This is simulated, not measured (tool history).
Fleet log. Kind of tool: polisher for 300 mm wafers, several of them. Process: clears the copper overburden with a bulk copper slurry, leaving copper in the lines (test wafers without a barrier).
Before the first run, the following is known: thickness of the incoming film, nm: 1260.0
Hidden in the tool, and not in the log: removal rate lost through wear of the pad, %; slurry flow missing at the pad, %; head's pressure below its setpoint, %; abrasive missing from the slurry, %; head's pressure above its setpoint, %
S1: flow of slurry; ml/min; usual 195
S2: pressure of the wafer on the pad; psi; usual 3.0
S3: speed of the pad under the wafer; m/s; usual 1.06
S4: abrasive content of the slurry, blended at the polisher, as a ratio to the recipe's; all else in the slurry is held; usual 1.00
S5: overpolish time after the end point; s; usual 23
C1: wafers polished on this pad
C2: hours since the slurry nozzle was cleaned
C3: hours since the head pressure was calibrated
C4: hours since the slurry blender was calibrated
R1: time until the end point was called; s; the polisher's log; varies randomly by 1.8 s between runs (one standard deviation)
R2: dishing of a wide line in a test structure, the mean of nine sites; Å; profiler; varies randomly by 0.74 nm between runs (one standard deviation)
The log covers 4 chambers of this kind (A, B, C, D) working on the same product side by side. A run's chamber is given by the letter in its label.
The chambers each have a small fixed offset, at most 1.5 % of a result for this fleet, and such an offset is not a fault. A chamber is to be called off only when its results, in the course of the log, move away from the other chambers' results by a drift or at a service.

run 1D hour=8.3 | S1=195 S2=3.0 S3=1.06 S4=1.00 S5=23 | C1=502 C2=31.4 C3=137.3 C4=88.5 | R1=123.19 R2=697.72
run 2A hour=17.2 | S1=195 S2=3.0 S3=1.06 S4=1.00 S5=23 | C1=568 C2=388.1 C3=946.7 C4=370.2 | R1=124.62 R2=704.34
run 3C hour=26.0 | S1=195 S2=3.0 S3=1.06 S4=1.00 S5=23 | C1=213 C2=224.6 C3=489.2 C4=132.0 | R1=125.83 R2=697.42
run 4B hour=32.4 | S1=195 S2=3.0 S3=1.06 S4=1.00 S5=23 | C1=190 C2=92.9 C3=87.9 C4=340.4 | R1=124.11 R2=719.79
-- hour=35.1 chamber D: worn pad replaced by a new one
run 5C hour=39.2 | S1=195 S2=3.0 S3=1.06 S4=1.00 S5=23 | C1=278 C2=237.8 C3=502.4 C4=145.2 | R1=125.20 R2=704.06
-- hour=47.5 chamber B: slurry blender recalibrated
run 6D hour=47.9 | S1=195 S2=3.0 S3=1.06 S4=1.00 S5=23 | C1=62 C2=71.0 C3=176.9 C4=128.1 | R1=121.89 R2=708.28
-- hour=53.4 chamber A: slurry blender recalibrated
run 7B hour=57.4 | S1=195 S2=3.0 S3=1.06 S4=1.00 S5=23 | C1=313 C2=117.9 C3=112.9 C4=9.9 | R1=120.36 R2=702.26
-- hour=57.7 chamber C: slurry blender recalibrated
run 8A hour=64.7 | S1=195 S2=3.0 S3=1.06 S4=1.00 S5=23 | C1=802 C2=435.6 C3=994.2 C4=11.4 | R1=121.23 R2=705.71
run 9D hour=73.0 | S1=195 S2=3.0 S3=1.06 S4=1.00 S5=23 | C1=186 C2=96.1 C3=202.0 C4=153.2 | R1=124.50 R2=705.70
run 10B hour=81.6 | S1=195 S2=3.0 S3=1.06 S4=1.00 S5=23 | C1=432 C2=142.1 C3=137.1 C4=34.1 | R1=122.38 R2=716.38
-- hour=90.6 chamber A: worn pad replaced by a new one
run 11A hour=91.0 | S1=160 S2=3.0 S3=1.06 S4=0.90 S5=23 | C1=2 C2=461.9 C3=1020.5 C4=37.7 | R1=131.92 R2=690.58
run 12C hour=95.5 | S1=160 S2=3.0 S3=1.06 S4=0.90 S5=23 | C1=555 C2=294.1 C3=558.7 C4=37.8 | R1=129.68 R2=686.40
run 13B hour=102.0 | S1=160 S2=3.0 S3=1.06 S4=0.90 S5=23 | C1=532 C2=162.5 C3=157.5 C4=54.5 | R1=131.00 R2=704.74
run 14D hour=106.2 | S1=160 S2=3.0 S3=1.06 S4=0.90 S5=23 | C1=349 C2=129.3 C3=235.2 C4=186.4 | R1=132.67 R2=694.47
run 15C hour=111.6 | S1=195 S2=3.0 S3=1.06 S4=1.00 S5=23 | C1=635 C2=310.2 C3=574.8 C4=53.9 | R1=124.33 R2=707.32
-- hour=113.3 chamber C: slurry nozzle cleaned
run 16A hour=118.8 | S1=195 S2=3.0 S3=1.06 S4=1.00 S5=23 | C1=139 C2=489.7 C3=1048.3 C4=65.5 | R1=124.83 R2=718.51
run 17D hour=125.2 | S1=195 S2=3.0 S3=1.06 S4=1.00 S5=23 | C1=443 C2=148.3 C3=254.2 C4=205.4 | R1=126.78 R2=698.82
run 18B hour=129.7 | S1=195 S2=3.0 S3=1.06 S4=1.00 S5=23 | C1=669 C2=190.2 C3=185.2 C4=82.2 | R1=123.17 R2=712.93
-- hour=135.1 chamber B: worn pad replaced by a new one
run 19C hour=137.8 | S1=195 S2=3.0 S3=1.06 S4=1.00 S5=23 | C1=763 C2=24.5 C3=601.0 C4=80.1 | R1=123.72 R2=702.55
run 20A hour=143.0 | S1=195 S2=3.0 S3=1.06 S4=1.00 S5=23 | C1=258 C2=513.9 C3=1072.5 C4=89.7 | R1=121.72 R2=708.56
run 21B hour=152.1 | S1=195 S2=3.0 S3=1.06 S4=1.00 S5=23 | C1=83 C2=212.6 C3=207.6 C4=104.6 | R1=122.71 R2=704.45
-- hour=156.2 chamber D: worn pad replaced by a new one
run 22D hour=157.5 | S1=195 S2=3.0 S3=1.06 S4=1.00 S5=23 | C1=6 C2=180.6 C3=286.5 C4=237.7 | R1=128.91 R2=698.53
run 23A hour=162.9 | S1=195 S2=3.0 S3=1.06 S4=1.00 S5=23 | C1=356 C2=533.8 C3=1092.4 C4=109.6 | R1=119.44 R2=703.49
run 24C hour=170.0 | S1=195 S2=3.0 S3=1.06 S4=1.00 S5=23 | C1=922 C2=56.7 C3=633.2 C4=112.3 | R1=122.23 R2=695.73
run 25D hour=176.0 | S1=195 S2=3.8 S3=1.06 S4=0.75 S5=23 | C1=97 C2=199.1 C3=305.0 C4=256.2 | R1=109.00 R2=746.22
run 26B hour=180.9 | S1=195 S2=3.8 S3=1.06 S4=0.75 S5=23 | C1=225 C2=241.4 C3=236.4 C4=133.4 | R1=104.10 R2=768.79
run 27C hour=186.1 | S1=195 S2=3.8 S3=1.06 S4=0.75 S5=23 | C1=1001 C2=72.8 C3=649.3 C4=128.4 | R1=103.07 R2=767.41
-- hour=188.8 chamber C: head pressure recalibrated
run 28A hour=193.9 | S1=195 S2=3.8 S3=1.06 S4=0.75 S5=23 | C1=508 C2=564.8 C3=1123.4 C4=140.6 | R1=104.93 R2=775.93
run 29D hour=201.8 | S1=195 S2=3.0 S3=1.06 S4=1.00 S5=23 | C1=224 C2=224.9 C3=330.8 C4=282.0 | R1=132.88 R2=704.71
-- hour=202.6 chamber A: head pressure recalibrated
run 30C hour=206.4 | S1=195 S2=3.0 S3=1.06 S4=1.00 S5=23 | C1=1101 C2=93.1 C3=17.7 C4=148.7 | R1=126.42 R2=692.01
run 31A hour=215.1 | S1=195 S2=3.0 S3=1.06 S4=1.00 S5=23 | C1=612 C2=586.0 C3=12.5 C4=161.8 | R1=122.00 R2=699.37

Predict what each chamber gives when all 4 of them run the settings below next.
run 32A hour=221.8 | S1=160 S2=3.0 S3=1.06 S4=1.00 S5=23 | R1=? R2=?
run 32B hour=221.8 | S1=160 S2=3.0 S3=1.06 S4=1.00 S5=23 | R1=? R2=?
run 32C hour=221.8 | S1=160 S2=3.0 S3=1.06 S4=1.00 S5=23 | R1=? R2=?
run 32D hour=221.8 | S1=160 S2=3.0 S3=1.06 S4=1.00 S5=23 | R1=? R2=?

run=32A R1=125.62 R2=720.09
run=32B R1=129.62 R2=712.80
run=32C R1=130.02 R2=710.02
run=32D R1=134.88 R2=689.62

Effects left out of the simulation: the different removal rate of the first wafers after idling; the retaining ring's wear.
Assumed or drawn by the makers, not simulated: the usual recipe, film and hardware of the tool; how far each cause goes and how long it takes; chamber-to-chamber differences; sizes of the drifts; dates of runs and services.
